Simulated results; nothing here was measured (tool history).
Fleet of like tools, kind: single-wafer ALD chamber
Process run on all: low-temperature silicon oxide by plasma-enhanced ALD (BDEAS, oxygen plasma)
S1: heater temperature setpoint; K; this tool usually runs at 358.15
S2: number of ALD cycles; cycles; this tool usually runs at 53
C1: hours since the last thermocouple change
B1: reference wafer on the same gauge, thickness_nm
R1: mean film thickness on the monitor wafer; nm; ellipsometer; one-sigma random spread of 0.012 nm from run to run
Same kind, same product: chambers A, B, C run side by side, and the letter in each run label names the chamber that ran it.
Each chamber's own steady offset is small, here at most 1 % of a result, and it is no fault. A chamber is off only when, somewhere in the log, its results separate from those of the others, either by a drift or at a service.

run,day,S1,S2,C1,B1,R1
1A,0.458,358.15,53,285.2,8.7062,8.0450
2C,0.804,358.15,53,1478.3,8.7064,8.0395
3B,1.162,358.15,53,883.5,8.7062,7.9872
# day 1.488: chamber B: thermocouple changed; heater temperature recalibrated
4C,1.617,358.15,53,1497.8,8.7050,8.0589
5B,2.062,369.15,47,13.9,8.6984,6.8069
6A,2.471,369.15,47,333.5,8.6992,6.8434
7B,2.712,369.15,47,29.5,8.6946,6.7963
8A,3.200,358.15,53,351.0,8.6958,7.9930
9C,3.642,358.15,53,1546.4,8.6903,8.0183
10C,4.088,350.15,63,1557.1,8.6854,9.8136
11A,4.508,350.15,63,382.4,8.6878,9.7688
12B,4.842,350.15,63,80.6,8.6869,9.7210
13C,5.179,358.15,53,1583.3,8.6805,8.0198
14B,5.679,358.15,53,100.7,8.6824,7.9789
15A,5.954,358.15,53,417.1,8.6778,8.0163
16C,6.383,358.15,53,1612.2,8.6761,8.0313
17A,6.667,358.15,53,434.2,8.6732,7.9764
18B,7.167,358.15,53,136.4,8.6744,7.9310
19B,7.433,358.15,53,142.8,8.6742,7.9518
20A,7.825,358.15,53,462.0,8.6705,7.9855
21C,8.204,372.15,58,1655.9,8.6673,8.3698
22C,8.629,372.15,58,1666.1,8.6688,8.3541
23A,9.058,372.15,58,491.6,8.6656,8.3181
24B,9.350,358.15,53,188.8,8.6610,7.9570
25C,9.733,358.15,53,1692.6,8.6601,8.0062
26A,10.042,358.15,53,515.2,8.6607,7.9626

Read the log: is a single chamber off, either drifting away or since a service, is the gauge that measures every chamber drifting, or is nothing wrong beyond small per-chamber offsets? Name any odd chamber and what most likely caused it.

Gauge drift. The chambers move together only on paper, and none stands off.
Most likely cause: gauge reads low (%) = 0.598.
